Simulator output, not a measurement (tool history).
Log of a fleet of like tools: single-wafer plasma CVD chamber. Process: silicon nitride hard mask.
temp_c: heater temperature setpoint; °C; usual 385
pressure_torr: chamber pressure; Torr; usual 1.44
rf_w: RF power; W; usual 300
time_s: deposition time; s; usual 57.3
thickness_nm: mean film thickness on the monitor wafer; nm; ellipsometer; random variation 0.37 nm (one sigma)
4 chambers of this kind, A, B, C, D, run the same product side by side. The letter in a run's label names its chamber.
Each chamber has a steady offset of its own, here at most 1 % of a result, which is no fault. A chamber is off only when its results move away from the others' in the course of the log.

run	day	temp_c	pressure_torr	rf_w	time_s	hours since the last thermocouple change	hours since the last RF generator calibration	hours since the last manometer calibration	read-back reference wafer on the same gauge, thickness_nm	thickness_nm
1A	0.392	385	1.44	300	57.3	584.3	446.9	1515.4	56.014	63.717
2C	0.979	385	1.44	300	57.3	383.5	1116.9	1988.5	56.006	64.246
3D	1.292	385	1.44	300	57.3	512.1	636.3	1356.0	56.065	63.906
# day 1.546: chamber B: capacitance manometer re-zeroed and calibrated
4B	1.792	385	1.44	300	57.3	252.3	1084.9	5.9	55.980	65.239
5C	2.404	385	1.44	300	57.3	417.7	1151.1	2022.7	56.047	64.084
6B	2.750	385	1.44	300	57.3	275.3	1107.9	28.9	56.005	64.450
7A	3.158	385	1.44	300	57.3	650.7	513.3	1581.8	55.981	64.019
8D	3.675	385	1.29	300	57.3	569.3	693.5	1413.2	56.113	62.317
# day 3.933: chamber C: RF generator calibrated
9B	4.338	385	1.29	300	57.3	313.4	1146.0	67.0	56.001	63.024
10D	4.642	385	1.29	300	57.3	592.5	716.7	1436.4	56.040	62.229
11A	4.938	385	1.29	300	57.3	693.4	556.0	1624.5	56.008	61.313
12C	5.558	385	1.44	300	57.3	493.4	39.0	2098.4	55.998	64.272
13B	6.079	385	1.44	300	57.3	355.2	1187.8	108.8	56.008	64.806
14C	6.600	385	1.44	300	57.3	518.4	64.0	2123.4	56.107	63.826
# day 6.754: chamber B: RF generator calibrated
15A	7.250	385	1.44	300	57.3	748.9	611.5	1680.0	56.059	64.000
16D	7.662	385	1.44	300	57.3	665.0	789.2	1508.9	55.929	63.643
17D	8.179	385	1.44	300	57.3	677.4	801.6	1521.3	55.987	63.699
18A	8.662	385	1.44	300	57.3	782.8	645.4	1713.9	56.025	63.909
19B	9.279	385	1.64	345	57.3	432.0	60.7	185.6	55.984	73.740
20C	9.879	385	1.64	345	57.3	597.1	142.7	2202.1	56.048	73.385
# day 10.042: chamber C: capacitance manometer re-zeroed and calibrated
# day 10.088: chamber A: thermocouple changed; heater temperature recalibrated
21D	10.475	385	1.64	345	57.3	732.5	856.7	1576.4	56.065	72.722
22A	11.129	385	1.64	345	57.3	25.0	704.6	1773.1	56.014	72.406
23B	11.429	385	1.44	300	57.3	483.6	112.3	237.2	56.050	64.779
24C	11.754	385	1.44	300	57.3	642.1	187.7	41.1	55.981	63.284
25B	12.062	385	1.44	300	57.3	498.8	127.5	252.4	55.978	64.919
26A	12.633	385	1.44	300	57.3	61.1	740.7	1809.2	56.006	64.273
27C	13.042	385	1.44	300	57.3	673.0	218.6	72.0	56.107	64.879
28D	13.404	385	1.44	300	57.3	802.8	927.0	1646.7	56.047	63.924
29A	13.938	385	1.44	300	57.3	92.4	772.0	1840.5	56.078	63.599
30C	14.421	385	1.44	300	57.3	706.1	251.7	105.1	56.022	64.747
31B	15.046	385	1.44	300	57.3	570.4	199.1	324.0	56.048	64.877
32D	15.467	385	1.44	300	57.3	852.3	976.5	1696.2	55.993	65.044
33C	15.817	385	1.44	300	57.3	739.6	285.2	138.6	55.968	64.541

Next, every chamber runs the same settings. What will each give?
34A	16.296	385	1.44	300	57.3					?
34B	16.296	385	1.44	300	57.3					?
34C	16.296	385	1.44	300	57.3					?
34D	16.296	385	1.44	300	57.3					?

run	thickness_nm
34A	64.087
34B	64.909
34C	64.143
34D	64.744
